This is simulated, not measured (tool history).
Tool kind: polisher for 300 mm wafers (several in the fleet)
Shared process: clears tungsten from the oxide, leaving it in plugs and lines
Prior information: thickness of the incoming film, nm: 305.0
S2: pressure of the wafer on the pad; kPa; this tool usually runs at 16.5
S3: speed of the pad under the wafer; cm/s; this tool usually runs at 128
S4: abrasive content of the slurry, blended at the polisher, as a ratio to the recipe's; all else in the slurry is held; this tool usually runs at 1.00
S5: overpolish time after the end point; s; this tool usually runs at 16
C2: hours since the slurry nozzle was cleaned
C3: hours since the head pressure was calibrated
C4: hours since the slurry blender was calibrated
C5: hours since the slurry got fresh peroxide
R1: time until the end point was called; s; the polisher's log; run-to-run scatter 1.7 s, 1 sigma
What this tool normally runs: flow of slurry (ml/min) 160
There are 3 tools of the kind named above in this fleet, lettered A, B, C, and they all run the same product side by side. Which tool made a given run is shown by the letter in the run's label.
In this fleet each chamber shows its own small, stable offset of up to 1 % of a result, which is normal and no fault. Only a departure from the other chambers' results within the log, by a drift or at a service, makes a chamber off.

run 1A hour=7.0 | flow_of_slurry_(ml/min)=160 S2=16.5 S3=128 S4=1.00 S5=16 | wafers_polished_on_this_pad=445 C2=82.4 C3=99.6 C4=80.7 C5=25.1 | R1=95.662
run 2C hour=14.7 | flow_of_slurry_(ml/min)=160 S2=16.5 S3=128 S4=1.00 S5=16 | wafers_polished_on_this_pad=340 C2=183.3 C3=536.4 C4=113.5 C5=28.3 | R1=96.723
run 3B hour=22.9 | flow_of_slurry_(ml/min)=160 S2=16.5 S3=128 S4=1.00 S5=16 | wafers_polished_on_this_pad=1077 C2=30.7 C3=64.2 C4=26.2 C5=37.5 | R1=95.368
run 4C hour=31.1 | flow_of_slurry_(ml/min)=160 S2=16.5 S3=128 S4=1.00 S5=16 | wafers_polished_on_this_pad=437 C2=199.7 C3=552.8 C4=129.9 C5=44.7 | R1=97.045
-- hour=37.0 chamber A: worn pad replaced by a new one
run 5B hour=37.5 | flow_of_slurry_(ml/min)=160 S2=16.5 S3=128 S4=1.00 S5=16 | wafers_polished_on_this_pad=1164 C2=45.3 C3=78.8 C4=40.8 C5=52.1 | R1=92.294
-- hour=44.3 chamber C: slurry nozzle cleaned
run 6A hour=44.8 | flow_of_slurry_(ml/min)=160 S2=16.5 S3=128 S4=1.00 S5=16 | wafers_polished_on_this_pad=46 C2=120.2 C3=137.4 C4=118.5 C5=62.9 | R1=94.502
run 7B hour=51.2 | flow_of_slurry_(ml/min)=195 S2=16.5 S3=128 S4=0.75 S5=16 | wafers_polished_on_this_pad=1245 C2=59.0 C3=92.5 C4=54.5 C5=65.8 | R1=101.620
-- hour=54.5 chamber C: slurry tank refilled with fresh slurry and peroxide
-- hour=57.8 chamber B: worn pad replaced by a new one
run 8C hour=59.8 | flow_of_slurry_(ml/min)=195 S2=16.5 S3=128 S4=0.75 S5=16 | wafers_polished_on_this_pad=607 C2=15.5 C3=581.5 C4=158.6 C5=5.4 | R1=96.771
run 9A hour=64.3 | flow_of_slurry_(ml/min)=195 S2=16.5 S3=128 S4=0.75 S5=16 | wafers_polished_on_this_pad=162 C2=139.7 C3=156.9 C4=138.0 C5=82.4 | R1=103.120
run 10C hour=69.6 | flow_of_slurry_(ml/min)=160 S2=16.5 S3=128 S4=1.00 S5=16 | wafers_polished_on_this_pad=665 C2=25.3 C3=591.3 C4=168.4 C5=15.2 | R1=96.558
run 11B hour=74.1 | flow_of_slurry_(ml/min)=160 S2=16.5 S3=128 S4=1.00 S5=16 | wafers_polished_on_this_pad=96 C2=81.9 C3=115.4 C4=77.4 C5=88.7 | R1=90.829
run 12A hour=78.3 | flow_of_slurry_(ml/min)=160 S2=16.5 S3=128 S4=1.00 S5=16 | wafers_polished_on_this_pad=244 C2=153.7 C3=170.9 C4=152.0 C5=96.4 | R1=101.420
-- hour=86.7 chamber B: slurry tank refilled with fresh slurry and peroxide
run 13A hour=87.1 | flow_of_slurry_(ml/min)=160 S2=16.5 S3=128 S4=1.00 S5=16 | wafers_polished_on_this_pad=297 C2=162.5 C3=179.7 C4=160.8 C5=105.2 | R1=100.400
run 14B hour=94.5 | flow_of_slurry_(ml/min)=160 S2=16.5 S3=128 S4=1.00 S5=16 | wafers_polished_on_this_pad=217 C2=102.3 C3=135.8 C4=97.8 C5=7.9 | R1=93.709
run 15C hour=100.5 | flow_of_slurry_(ml/min)=160 S2=16.5 S3=128 S4=1.00 S5=16 | wafers_polished_on_this_pad=848 C2=56.2 C3=622.2 C4=199.3 C5=46.1 | R1=94.348
run 16B hour=104.4 | flow_of_slurry_(ml/min)=160 S2=18.6 S3=128 S4=1.00 S5=7 | wafers_polished_on_this_pad=276 C2=112.2 C3=145.7 C4=107.7 C5=17.8 | R1=85.158
run 17C hour=109.3 | flow_of_slurry_(ml/min)=160 S2=18.6 S3=128 S4=1.00 S5=7 | wafers_polished_on_this_pad=901 C2=65.0 C3=631.0 C4=208.1 C5=54.9 | R1=83.343
-- hour=116.0 chamber C: slurry tank refilled with fresh slurry and peroxide
run 18A hour=117.2 | flow_of_slurry_(ml/min)=160 S2=18.6 S3=128 S4=1.00 S5=7 | wafers_polished_on_this_pad=475 C2=192.6 C3=209.8 C4=190.9 C5=135.3 | R1=94.117
run 19C hour=122.2 | flow_of_slurry_(ml/min)=160 S2=16.5 S3=128 S4=1.00 S5=16 | wafers_polished_on_this_pad=977 C2=77.9 C3=643.9 C4=221.0 C5=6.2 | R1=93.138
run 20A hour=128.2 | flow_of_slurry_(ml/min)=160 S2=16.5 S3=128 S4=1.00 S5=16 | wafers_polished_on_this_pad=540 C2=203.6 C3=220.8 C4=201.9 C5=146.3 | R1=107.380
run 21B hour=137.2 | flow_of_slurry_(ml/min)=160 S2=16.5 S3=128 S4=1.00 S5=16 | wafers_polished_on_this_pad=470 C2=145.0 C3=178.5 C4=140.5 C5=50.6 | R1=92.622
run 22B hour=143.1 | flow_of_slurry_(ml/min)=160 S2=16.5 S3=128 S4=1.00 S5=16 | wafers_polished_on_this_pad=505 C2=150.9 C3=184.4 C4=146.4 C5=56.5 | R1=93.257

All chambers now run identical settings, listed one chamber a line with results as question marks. What results will each chamber show?
run 23A hour=149.6 | flow_of_slurry_(ml/min)=160 S2=11.7 S3=128 S4=1.00 S5=16 | R1=?
run 23B hour=149.6 | flow_of_slurry_(ml/min)=160 S2=11.7 S3=128 S4=1.00 S5=16 | R1=?
run 23C hour=149.6 | flow_of_slurry_(ml/min)=160 S2=11.7 S3=128 S4=1.00 S5=16 | R1=?

run=23A R1=162.830
run=23B R1=125.290
run=23C R1=135.380
